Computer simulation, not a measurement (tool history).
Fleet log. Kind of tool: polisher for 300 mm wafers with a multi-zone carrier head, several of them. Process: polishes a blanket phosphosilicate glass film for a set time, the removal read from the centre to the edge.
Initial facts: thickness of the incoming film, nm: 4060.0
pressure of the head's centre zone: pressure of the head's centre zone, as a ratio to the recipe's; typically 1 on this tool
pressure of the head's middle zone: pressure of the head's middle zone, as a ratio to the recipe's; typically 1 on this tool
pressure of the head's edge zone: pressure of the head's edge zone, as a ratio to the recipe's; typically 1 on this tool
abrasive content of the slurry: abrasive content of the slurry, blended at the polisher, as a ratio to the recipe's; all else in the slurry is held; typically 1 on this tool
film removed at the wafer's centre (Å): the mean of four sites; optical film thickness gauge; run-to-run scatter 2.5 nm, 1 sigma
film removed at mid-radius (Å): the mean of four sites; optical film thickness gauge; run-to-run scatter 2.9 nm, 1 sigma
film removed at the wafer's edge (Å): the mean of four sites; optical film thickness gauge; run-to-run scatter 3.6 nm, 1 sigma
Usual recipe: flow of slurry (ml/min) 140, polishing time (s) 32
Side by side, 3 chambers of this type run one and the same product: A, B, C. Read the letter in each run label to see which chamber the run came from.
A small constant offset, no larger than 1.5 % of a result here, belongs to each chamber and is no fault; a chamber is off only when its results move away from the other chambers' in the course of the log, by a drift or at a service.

run,hour,flow of slurry (ml/min),pressure of the head's centre zone,pressure of the head's middle zone,pressure of the head's edge zone,abrasive content of the slurry,polishing time (s),film removed at the wafer's centre (Å),film removed at mid-radius (Å),film removed at the wafer's edge (Å)
1C,5.5,140,1,1,1,1,32,2710.1,2678.8,2718.9
2A,9.2,140,1,1,1,1,32,2635.5,2655,2735.5
3B,15.2,140,1,1,1,1,32,2723.8,2709.5,2732.3
4A,20.4,140,1,1,1,1,32,2683.2,2674.8,2760.7
5C,23.1,140,1,1,1,1,32,2711.3,2697.8,2651.7
6B,28.9,140,1,1,1,1,32,2690.2,2748.9,2677.4
7A,34.1,140,1,1.08,1,1.15,32,2854.2,3124.6,2900.9
8B,36.9,140,1,1.08,1,1.15,32,2909.5,3164.4,2852.9
9C,39.7,140,1,1.08,1,1.15,32,2814,3053.7,2827.3
10A,42.7,140,1,1,1,1,32,2671.8,2706.2,2690.5
# hour 44.8: chamber C: worn pad replaced by a new one
11B,45.5,140,1,1,1,1,32,2721.4,2725.5,2625.7
# hour 47.7: chamber B: centre zone pressure recalibrated
12C,48.9,140,1,1,1,1,32,2673.9,2752.1,2714.5
# hour 49.5: chamber C: slurry nozzle cleaned
13B,55.1,115,1,1.05,1,1,32,2579.1,2698.4,2614.1
# hour 55.9: chamber C: centre zone pressure recalibrated
14C,60,115,1,1.05,1,1,32,2315,2699.1,2581.7
15A,63.3,115,1,1.05,1,1,32,2511.1,2660.1,2677.6
16B,67.1,140,1.07,1,1,1,28,2548.4,2351.8,2379.5
# hour 70.3: chamber B: worn pad replaced by a new one
17A,72.4,140,1.07,1,1,1,28,2520.4,2319.4,2348.1
18C,77.9,140,1.07,1,1,1,28,2269.4,2378.3,2358.3
19A,83.1,140,1,1,1,1,32,2623.3,2735.3,2757.3
20B,86.2,140,1,1,1,1,32,2750.9,2726.9,2646.6
21C,89.2,140,1.08,1,1,1,39,3251.6,3335.6,3288.7
22B,92.7,140,1.08,1,1,1,39,3606.1,3358.4,3385.9
23A,96.5,140,1.08,1,1,1,39,3580.3,3351.6,3224.7
24C,101.6,140,1,1,1,1,32,2412.5,2713.8,2664
25C,106.4,140,1,1,1,1,32,2392.1,2721.8,2650.2
26A,111.7,140,1,1,1,1,32,2680.8,2646.7,2712.2
27B,115.4,140,1,1,1,1,32,2730.9,2775.4,2713.2
28A,120.9,140,1,1,1,1,32,2642.5,2704.5,2628.9
29C,124.8,120,1,1.07,1,1,32,2330.9,2745.6,2680.5

Does one chamber stand apart from the rest, does the shared gauge drift, or is all well apart from small per-chamber offsets? Give the chamber and the most likely cause, where there is one.

A service left chamber C off against the others.
Most likely cause: centre zone's pressure below its setpoint, % = 8.91.

Below are 4 candidate recipes for chamber C's next run, each the usual settings with a change, their results shown as question marks. Which of them brings C's results back in line with what the other chambers give on the usual settings?
Counts as in line when no further than this from what the other chambers average on the usual settings: film removed at the wafer's centre (Å) 86; film removed at mid-radius (Å) 100; film removed at the wafer's edge (Å) 130
30C-1,129.3,150,1.13,0.98,0.95,1,32,?,?,?
30C-2,129.3,135,0.92,1.01,1.03,1,32,?,?,?
30C-3,129.3,145,1.08,0.99,0.97,1,32,?,?,?
30C-4,129.3,130,0.88,1.02,1.04,1,32,?,?,?

What the other chambers average on the usual settings: film removed at the wafer's centre (Å) 2691.7; film removed at mid-radius (Å) 2709.7; film removed at the wafer's edge (Å) 2698.7
run,film removed at the wafer's centre (Å),film removed at mid-radius (Å),film removed at the wafer's edge (Å)
30C-1,2828.8,2700.8,2641.3
30C-2,2197.7,2721.8,2711.9
30C-3,2671.5,2709,2656.7
30C-4,2071.3,2725.2,2710
Change 30C-3 lands the chamber within the allowed miss of the other chambers.
